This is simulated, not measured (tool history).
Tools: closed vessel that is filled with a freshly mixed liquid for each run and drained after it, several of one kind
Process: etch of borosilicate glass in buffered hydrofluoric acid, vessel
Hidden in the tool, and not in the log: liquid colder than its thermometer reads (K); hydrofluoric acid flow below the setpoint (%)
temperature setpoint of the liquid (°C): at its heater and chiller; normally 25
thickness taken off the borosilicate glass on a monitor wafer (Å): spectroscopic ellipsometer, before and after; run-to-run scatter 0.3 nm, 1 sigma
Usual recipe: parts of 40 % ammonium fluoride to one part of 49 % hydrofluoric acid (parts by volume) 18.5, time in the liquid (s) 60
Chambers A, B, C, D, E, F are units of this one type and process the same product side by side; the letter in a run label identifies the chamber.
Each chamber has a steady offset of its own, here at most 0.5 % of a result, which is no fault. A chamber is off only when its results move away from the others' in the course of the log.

run   hour  temperature setpoint of the liquid (°C)  parts of 40 % ammonium fluoride to one part of 49 % hydrofluoric acid (parts by volume)  time in the liquid (s)  hours since the thermometer was replaced  hours since the hydrofluoric acid flow meter was replaced  read-back film thickness of the borosilicate glass reference wafer, read on the same gauge (nm)  thickness taken off the borosilicate glass on a monitor wafer (Å)
 1D    5.5                                       25                                                                                     18.5                      60                                     857.8                                                       39.4                                                                                           149.99                                                             430.87
 2A   10.5                                       25                                                                                     18.5                      60                                      40.4                                                      591.4                                                                                           149.97                                                             437.34
 3B   17.4                                       25                                                                                     18.5                      60                                    1613.7                                                      569.6                                                                                           150.03                                                             429.79
 4C   21.1                                       25                                                                                     18.5                      60                                    1495.8                                                      181.3                                                                                           150.02                                                             429.07
 5E   27.6                                       25                                                                                     18.5                      60                                    1422.8                                                        489                                                                                           149.99                                                              427.3
 6F   31.4                                       29                                                                                       13                      60                                       360                                                      494.3                                                                                              150                                                             756.22
 7C   35.2                                       29                                                                                       13                      60                                    1509.9                                                      195.4                                                                                           150.03                                                             758.17
 8D   41.9                                       29                                                                                       13                      60                                     894.2                                                       75.8                                                                                           150.02                                                             749.93
 9A   48.6                                       29                                                                                       13                      60                                      78.5                                                      629.5                                                                                           149.98                                                             750.32
10B   51.6                                       29                                                                                       13                      60                                    1647.9                                                      603.8                                                                                           150.03                                                             753.07
11F   58.6                                       29                                                                                       13                      60                                     387.2                                                      521.5                                                                                           150.04                                                             762.62
12E   64.3                                       25                                                                                     18.5                      60                                    1459.5                                                      525.7                                                                                           150.03                                                             430.34
13C   67.8                                       25                                                                                     18.5                      60                                    1542.5                                                        228                                                                                              150                                                             431.32
14E   73.5                                       25                                                                                     18.5                      60                                    1468.7                                                      534.9                                                                                           150.03                                                             434.01
15D   77.4                                       25                                                                                     21.5                      60                                     929.7                                                      111.3                                                                                              150                                                              377.8
16A   83.8                                       25                                                                                     21.5                      60                                     113.7                                                      664.7                                                                                           149.95                                                             383.49
17F   88.7                                       25                                                                                     21.5                      60                                     417.3                                                      551.6                                                                                           149.98                                                             377.74
      90.1  -- chamber E: hydrofluoric acid flow meter replaced
18B   93.9                                       25                                                                                     21.5                      60                                    1690.2                                                      646.1                                                                                           150.02                                                             381.74
19D  100.5                                       25                                                                                     21.5                      60                                     952.8                                                      134.4                                                                                           150.03                                                             375.54
20A  105.3                                       25                                                                                     21.5                      60                                     135.2                                                      686.2                                                                                           149.99                                                             379.32
21C    112                                       25                                                                                     18.5                      60                                    1586.7                                                      272.2                                                                                              150                                                              432.8
22E  118.5                                       25                                                                                     18.5                      60                                    1513.7                                                       28.5                                                                                           149.96                                                             429.44
23B  124.5                                       25                                                                                     18.5                      60                                    1720.8                                                      676.7                                                                                           150.02                                                             432.39
24F  130.2                                       25                                                                                     18.5                      60                                     458.8                                                      593.1                                                                                           150.03                                                             431.99
25F  135.5                                       25                                                                                     18.5                      60                                     464.1                                                      598.4                                                                                           149.99                                                             427.09
26A  139.8                                       25                                                                                     18.5                      60                                     169.7                                                      720.7                                                                                           149.94                                                             430.76
27B  145.3                                       25                                                                                     18.5                      60                                    1741.6                                                      697.5                                                                                           150.02                                                              424.2
28C  149.5                                       25                                                                                     18.5                      60                                    1624.2                                                      309.7                                                                                           149.99                                                              430.2
29D  152.6                                       25                                                                                     18.5                      60                                    1004.9                                                      186.5                                                                                           150.01                                                             420.55
30E  157.9                                       25                                                                                     18.5                      60                                    1553.1                                                       67.9                                                                                           149.98                                                             427.48
31F  164.6                                       25                                                                                     18.5                      60                                     493.2                                                      627.5                                                                                           149.97                                                             428.93
32D  167.9                                       25                                                                                     18.5                      60                                    1020.2                                                      201.8                                                                                           150.02                                                             414.28
33A  174.7                                       25                                                                                     18.5                      60                                     204.6                                                      755.6                                                                                           150.01                                                             435.64
34C  179.1                                       25                                                                                     18.5                      60                                    1653.8                                                      339.3                                                                                           150.01                                                             431.96
35B  184.3                                       25                                                                                     18.5                      60                                    1780.6                                                      736.5                                                                                           150.04                                                             430.96
36E  190.2                                       25                                                                                     18.5                      60                                    1585.4                                                      100.2                                                                                           150.03                                                             428.09
37E  194.5                                       25                                                                                     18.5                      60                                    1589.7                                                      104.5                                                                                           149.97                                                             430.71
38D  199.8                                       25                                                                                     18.5                      60                                    1052.1                                                      233.7                                                                                           149.99                                                             404.39
39A  206.8                                       25                                                                                     18.5                      60                                     236.7                                                      787.7                                                                                           150.03                                                             432.69
40C  213.1                                       25                                                                                     18.5                      30                                    1687.8                                                      373.3                                                                                           150.02                                                             211.59
41F  219.7                                       25                                                                                     18.5                      30                                     548.3                                                      682.6                                                                                           149.99                                                             217.99
42B  224.3                                       25                                                                                     18.5                      30                                    1820.6                                                      776.5                                                                                              150                                                             213.38
43C  230.7                                       25                                                                                     18.5                      30                                    1705.4                                                      390.9                                                                                           149.96                                                             214.98

All chambers now run identical settings, listed one chamber a line with results as question marks. What results will each chamber show?
44A  235.8                                       25                                                                                     18.5                      60                                                                                                                                                                                                                                                                        ?
44B  235.8                                       25                                                                                     18.5                      60                                                                                                                                                                                                                                                                        ?
44C  235.8                                       25                                                                                     18.5                      60                                                                                                                                                                                                                                                                        ?
44D  235.8                                       25                                                                                     18.5                      60                                                                                                                                                                                                                                                                        ?
44E  235.8                                       25                                                                                     18.5                      60                                                                                                                                                                                                                                                                        ?
44F  235.8                                       25                                                                                     18.5                      60                                                                                                                                                                                                                                                                        ?

run  thickness taken off the borosilicate glass on a monitor wafer (Å)
44A                                                             429.92
44B                                                             428.52
44C                                                             431.34
44D                                                             396.63
44E                                                             435.51
44F                                                              428.8
